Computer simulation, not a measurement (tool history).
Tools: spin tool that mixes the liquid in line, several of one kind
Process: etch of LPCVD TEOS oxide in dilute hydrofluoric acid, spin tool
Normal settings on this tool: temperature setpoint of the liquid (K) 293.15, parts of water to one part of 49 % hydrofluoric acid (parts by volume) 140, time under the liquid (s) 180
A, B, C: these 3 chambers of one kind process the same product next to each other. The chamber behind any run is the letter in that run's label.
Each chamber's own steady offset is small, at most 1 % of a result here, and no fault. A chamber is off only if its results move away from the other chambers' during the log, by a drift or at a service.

run   hour  temperature setpoint of the liquid (K)  parts of water to one part of 49 % hydrofluoric acid (parts by volume)  time under the liquid (s)  read-back film thickness of the LPCVD TEOS oxide reference wafer, read on the same gauge (nm)  thickness taken off the LPCVD TEOS oxide on a monitor wafer (angstrom)
 1C    5.9                                  293.15                                                                     140                        180                                                                                         29.968                                                                  259.69
 2A   12.9                                  293.15                                                                     140                        180                                                                                         30.001                                                                  260.78
 3B   25.5                                  293.15                                                                     140                        180                                                                                         29.989                                                                  265.11
 4C   38.6                                  293.15                                                                     140                        180                                                                                          30.01                                                                  266.23
 5B     45                                  293.15                                                                     140                        180                                                                                         29.982                                                                  260.99
 6A     58                                  293.15                                                                     140                        180                                                                                         30.032                                                                  263.69
 7C   66.4                                  293.15                                                                     140                        180                                                                                         30.033                                                                  264.65
 8B   76.8                                  293.15                                                                     140                        180                                                                                         29.992                                                                  263.76
 9A   88.3                                  293.15                                                                     140                        180                                                                                         30.016                                                                   261.5
      89.2  -- chamber B: thermometer replaced
10A   97.9                                  291.15                                                                     140                        180                                                                                          30.02                                                                  242.78
11C  107.5                                  291.15                                                                     140                        180                                                                                         29.967                                                                  241.59
12B  119.5                                  291.15                                                                     140                        180                                                                                         29.995                                                                  241.94
     125.9  -- chamber C: hydrofluoric acid flow meter replaced
13A    130                                  293.15                                                                     140                        180                                                                                         29.983                                                                  262.26
14B  136.7                                  293.15                                                                     140                        180                                                                                         30.005                                                                  259.87
15C  145.4                                  293.15                                                                     140                        180                                                                                         30.018                                                                  261.26
16B  154.2                                  293.15                                                                     140                        180                                                                                         29.961                                                                   267.5
17A  161.7                                  293.15                                                                     140                        180                                                                                         29.967                                                                  257.14
18C  169.7                                  293.15                                                                     115                        145                                                                                         30.022                                                                  260.79
19A  179.7                                  293.15                                                                     115                        145                                                                                          30.04                                                                  264.33
20B  190.8                                  293.15                                                                     115                        145                                                                                         30.004                                                                   264.5
21C  198.4                                  293.15                                                                     140                        180                                                                                         30.021                                                                  266.29
22B  211.2                                  293.15                                                                     140                        180                                                                                         29.978                                                                  265.18
23A  218.7                                  293.15                                                                     140                        180                                                                                         30.001                                                                  262.52
24C  225.4                                  293.15                                                                     140                        180                                                                                         30.009                                                                  261.04
25A  233.5                                  293.15                                                                     140                        180                                                                                         30.004                                                                  266.71
26C  241.9                                  293.15                                                                     140                        180                                                                                          30.03                                                                  260.74
27B  248.3                                  293.15                                                                     140                        180                                                                                         29.979                                                                   268.5
28A  257.5                                  297.65                                                                     190                        180                                                                                         29.993                                                                  217.17
29B  269.8                                  297.65                                                                     190                        180                                                                                         30.006                                                                  220.06
30C    280                                  297.65                                                                     190                        180                                                                                         29.992                                                                  218.14
     286.8  -- chamber A: hydrofluoric acid flow meter replaced
31B    288                                  293.15                                                                     140                        180                                                                                         30.026                                                                  267.25
32C  295.1                                  293.15                                                                     140                        180                                                                                         29.989                                                                  260.96
33A  305.6                                  293.15                                                                     140                        180                                                                                         30.007                                                                  263.38
34A  316.8                                  293.15                                                                     140                        180                                                                                          30.01                                                                  261.21
35C  322.8                                  293.15                                                                     140                        180                                                                                         29.986                                                                  265.84
36B  335.6                                  293.15                                                                     140                        180                                                                                         30.001                                                                  268.91
37C  347.2                                  293.15                                                                     140                        180                                                                                         30.024                                                                  264.59
38A  353.5                                  290.65                                                                     140                        255                                                                                          29.97                                                                  334.94
39B  361.1                                  290.65                                                                     140                        255                                                                                         29.988                                                                  350.63
40A  370.9                                  290.65                                                                     140                        255                                                                                         29.982                                                                  336.79
41C    381                                  293.15                                                                     140                        180                                                                                         29.992                                                                   262.3
42B  391.2                                  293.15                                                                     140                        180                                                                                         30.021                                                                  267.98
43A    397                                  293.15                                                                     140                        180                                                                                         29.975                                                                  265.97
44C  406.4                                  293.15                                                                     140                        180                                                                                         29.999                                                                  260.59

Next, all 3 chambers run the settings below, one line each with question marks for the results. What does each chamber give?
45A  415.9                                  290.15                                                                     140                        180                                                                                                                                                                      ?
45B  415.9                                  290.15                                                                     140                        180                                                                                                                                                                      ?
45C  415.9                                  290.15                                                                     140                        180                                                                                                                                                                      ?

run  thickness taken off the LPCVD TEOS oxide on a monitor wafer (angstrom)
45A                                                                  230.94
45B                                                                  241.57
45C                                                                  229.28
